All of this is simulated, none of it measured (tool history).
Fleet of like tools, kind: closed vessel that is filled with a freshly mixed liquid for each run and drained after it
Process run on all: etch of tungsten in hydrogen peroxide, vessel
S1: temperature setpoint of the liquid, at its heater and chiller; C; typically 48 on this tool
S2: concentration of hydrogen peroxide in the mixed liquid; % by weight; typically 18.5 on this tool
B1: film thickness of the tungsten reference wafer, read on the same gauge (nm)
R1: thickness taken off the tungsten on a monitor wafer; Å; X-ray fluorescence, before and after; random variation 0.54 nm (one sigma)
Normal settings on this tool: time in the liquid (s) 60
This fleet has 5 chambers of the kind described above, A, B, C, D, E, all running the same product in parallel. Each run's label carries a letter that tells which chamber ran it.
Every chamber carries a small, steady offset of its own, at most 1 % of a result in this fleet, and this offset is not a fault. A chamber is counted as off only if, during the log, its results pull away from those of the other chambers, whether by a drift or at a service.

Run 1A, hour 3.3: usual settings; B1 89.966. Result: R1 876.53 Å.
Run 2B, hour 7.4: usual settings; B1 90.002. Result: R1 876.23 Å.
Run 3D, hour 11.7: usual settings; B1 89.992. Result: R1 873.13 Å.
Run 4E, hour 14.1: usual settings; B1 89.999. Result: R1 879.98 Å.
Run 5C, hour 17.3: usual settings; B1 90.002. Result: R1 874.03 Å.
Run 6C, hour 21.4: usual settings; B1 89.977. Result: R1 864.39 Å.
Run 7A, hour 24.3: usual settings; B1 89.987. Result: R1 877.57 Å.
Run 8E, hour 29: usual settings; B1 89.989. Result: R1 872.1 Å.
Run 9D, hour 31.9: usual settings; B1 90.005. Result: R1 876.88 Å.
Run 10B, hour 34.5: usual settings; B1 90.022. Result: R1 874.6 Å.
Run 11A, hour 38.4: usual settings; B1 89.997. Result: R1 877.14 Å.
Run 12B, hour 41.9: usual settings; B1 90.03. Result: R1 877.85 Å.
Run 13E, hour 44.8: usual settings; B1 89.965. Result: R1 880.41 Å.
Run 14D, hour 49.8: usual settings; B1 90.01. Result: R1 881.42 Å.
Run 15C, hour 53: usual settings; B1 89.989. Result: R1 873.12 Å.
Run 16A, hour 57.2: usual settings; B1 89.932. Result: R1 879.76 Å.
Run 17C, hour 62.1: usual settings; B1 90.004. Result: R1 877.18 Å.
Run 18E, hour 64.6: usual settings; B1 90.029. Result: R1 901.86 Å.
Run 19D, hour 67.2: usual settings; B1 89.949. Result: R1 879.48 Å.
Run 20B, hour 70.3: usual settings; B1 90.015. Result: R1 877.77 Å.
Run 21E, hour 73.7: usual settings but S2 23.5 % by weight, time in the liquid (s) 45; B1 90. Result: R1 771.58 Å.
Run 22D, hour 78.3: usual settings but S2 23.5 % by weight, time in the liquid (s) 45; B1 90.015. Result: R1 733.77 Å.
Run 23C, hour 83.3: usual settings but S2 23.5 % by weight, time in the liquid (s) 45; B1 90.017. Result: R1 741.69 Å.
Run 24A, hour 87.2: usual settings but S2 23.5 % by weight, time in the liquid (s) 45; B1 90.031. Result: R1 741.1 Å.
Run 25B, hour 89.5: usual settings but S2 23.5 % by weight, time in the liquid (s) 45; B1 89.988. Result: R1 731.69 Å.
Run 26B, hour 91.8: usual settings; B1 90.015. Result: R1 883.35 Å.
Run 27E, hour 94.2: usual settings; B1 89.996. Result: R1 922.73 Å.
Run 28C, hour 96.7: usual settings; B1 90.029. Result: R1 874.09 Å.
Run 29D, hour 100.6: usual settings; B1 89.966. Result: R1 880.63 Å.
Run 30A, hour 105.1: usual settings; B1 89.981. Result: R1 873.58 Å.
Run 31E, hour 109.8: usual settings; B1 90.023. Result: R1 938.97 Å.
Run 32B, hour 113.7: usual settings; B1 90.031. Result: R1 873.17 Å.

Each of the 5 chambers runs these same settings next. Fill in every chamber's results:
Run 33A, hour 117.3: usual settings but S1 53.5 C. Result: R1 ?.
Run 33B, hour 117.3: usual settings but S1 53.5 C. Result: R1 ?.
Run 33C, hour 117.3: usual settings but S1 53.5 C. Result: R1 ?.
Run 33D, hour 117.3: usual settings but S1 53.5 C. Result: R1 ?.
Run 33E, hour 117.3: usual settings but S1 53.5 C. Result: R1 ?.

run      R1
33A    1210
33B  1226.6
33C  1211.7
33D  1208.2
33E  1322.2

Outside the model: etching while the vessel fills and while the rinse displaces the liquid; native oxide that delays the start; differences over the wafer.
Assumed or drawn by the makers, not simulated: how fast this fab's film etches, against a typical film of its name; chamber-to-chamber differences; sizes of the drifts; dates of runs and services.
